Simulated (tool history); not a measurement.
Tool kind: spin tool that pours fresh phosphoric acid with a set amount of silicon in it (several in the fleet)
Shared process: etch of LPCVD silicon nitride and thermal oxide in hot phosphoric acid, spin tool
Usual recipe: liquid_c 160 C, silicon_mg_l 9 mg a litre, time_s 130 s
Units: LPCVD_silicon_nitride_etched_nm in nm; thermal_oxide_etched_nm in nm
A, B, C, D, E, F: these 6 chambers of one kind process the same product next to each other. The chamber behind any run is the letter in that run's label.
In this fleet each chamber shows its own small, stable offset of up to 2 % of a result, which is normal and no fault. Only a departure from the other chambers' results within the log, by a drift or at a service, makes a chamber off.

run   hour  liquid_c  silicon_mg_l  time_s  read-back film thickness of the LPCVD silicon nitride reference wafer, read on the same gauge (nm)  read-back film thickness of the thermal oxide reference wafer, read on the same gauge (nm)  LPCVD_silicon_nitride_etched_nm  thermal_oxide_etched_nm
 1A    7.2       160             9     130                                                                                              139.99                                                                                      29.981                           10.429                  0.29079
 2D   19.4       160             9     130                                                                                              139.99                                                                                      30.013                           10.224                  0.31599
 3C   26.4       160             9     130                                                                                              139.99                                                                                      29.989                           10.327                   0.2809
 4B   31.8       160             9     130                                                                                              140.02                                                                                      29.985                           10.165                  0.29324
 5E   41.9       160             9     130                                                                                              140.01                                                                                      29.994                           10.295                  0.32684
 6F   48.6       160             9     130                                                                                              140.01                                                                                      30.006                           10.204                  0.30511
 7F   54.7       160             9     130                                                                                              140.01                                                                                      30.009                           10.295                  0.26638
 8E   65.8       160             9     130                                                                                              140.01                                                                                      29.966                           10.369                  0.26664
 9D   75.6       160             9     130                                                                                                 140                                                                                      30.018                           10.421                  0.34115
10B   82.1       160             9     130                                                                                              139.99                                                                                      30.015                           10.188                  0.26198
11C   90.5       160            13     130                                                                                              140.01                                                                                      29.969                           10.605                  0.28027
12A   99.5       160            13     130                                                                                              139.99                                                                                      30.003                           10.315                  0.29405
13C  110.1       160            13     130                                                                                                 140                                                                                      30.014                            10.35                  0.25347
14A  120.3       160            13     130                                                                                              140.01                                                                                      30.014                           10.434                  0.26932
     128.6  -- chamber B: thermometer replaced
15B  129.8       160            13     130                                                                                              140.01                                                                                      30.014                           10.473                    0.247
16E  141.2       160            13     130                                                                                                 140                                                                                      30.014                           10.221                  0.24002
17D  146.5       160             9     130                                                                                              140.01                                                                                      29.997                            10.27                   0.3108
18F  155.2       160             9     130                                                                                              140.01                                                                                      30.003                           10.147                  0.27149
19B  167.2       160             9     130                                                                                                 140                                                                                      30.012                           10.266                  0.29571
20A    179       160             9     130                                                                                                 140                                                                                      30.014                           10.387                  0.26978
21D  188.2       160             9      55                                                                                                 140                                                                                      29.976                           4.3519                  0.11619
22E  195.4       160             9      55                                                                                              140.02                                                                                      30.009                           4.3962                  0.13954
23F  201.3       160             9      55                                                                                                 140                                                                                      29.953                           4.3113                  0.13987
24C  208.6       160             9      55                                                                                              140.01                                                                                      29.998                           4.2361                  0.11542
     213.9  -- chamber E: dissolved silicon flow meter replaced
25F  218.9       160             9      55                                                                                              139.99                                                                                      29.995                           4.3651                  0.11709
26D  228.8       160             9      55                                                                                                 140                                                                                      30.012                           4.4125                  0.12941
27E  237.4       160             9     130                                                                                                 140                                                                                      30.022                           10.274                  0.30735
28C  243.3       160             9     130                                                                                              139.99                                                                                      30.021                           9.8255                  0.27946
29B    252       159            14     130                                                                                              140.01                                                                                       29.99                            10.01                  0.24636
30A  263.8       159            14     130                                                                                                 140                                                                                      30.011                           9.8847                  0.23413
     268.1  -- chamber F: thermometer replaced
31C  271.8       159            14     130                                                                                                 140                                                                                      30.008                           9.3388                  0.22452
     274.3  -- chamber B: heated supply line repaired
32B  277.5       159            14     130                                                                                              140.01                                                                                      30.002                           9.8823                  0.29866
33E  283.9       159            14     130                                                                                              139.98                                                                                      30.002                           9.9182                  0.24596
34F    291       159            14     130                                                                                              139.99                                                                                      30.015                           9.7496                  0.26161
35D  300.9       160             9     130                                                                                              140.02                                                                                       29.99                           10.301                  0.36116
36A  311.1       160             9     130                                                                                                 140                                                                                      30.011                           10.305                  0.30791

What goes on in this fleet: one chamber off, a drifting gauge, or nothing beyond the chambers' own small offsets? Name the chamber and the cause, if any.

Chamber C drifts away from the others.
Cause: temperature lost on the way to the wafer (K) = 2.5.
From this log alone, it may not be told apart from: liquid colder than its thermometer reads (K).

Here are 4 candidates for chamber C's next run, each the usual settings with a change, their results left as question marks. Which one brings its results back in line with what the others give on the usual settings?
In line means no further than this from the other chambers' mean on the usual settings: LPCVD_silicon_nitride_etched_nm 0.3 nm; thermal_oxide_etched_nm 0.087 nm
37C-1  319.8     159.5            10     130                                                                                                                                                                                                                                ?                        ?
37C-2  319.8     160.5             8     130                                                                                                                                                                                                                                ?                        ?
37C-3  319.8       159          12.5     125                                                                                                                                                                                                                                ?                        ?
37C-4  319.8       161           5.5     135                                                                                                                                                                                                                                ?                        ?

What the other chambers average on the usual settings: LPCVD_silicon_nitride_etched_nm 10.272 nm; thermal_oxide_etched_nm 0.30102 nm
  run  LPCVD_silicon_nitride_etched_nm  thermal_oxide_etched_nm
37C-1                           9.3695                  0.23769
37C-2                           9.6901                  0.26738
37C-3                           8.8599                  0.20853
37C-4                           10.231                  0.30272
37C-4 is the one that brings the chamber's results back in line with the other chambers.
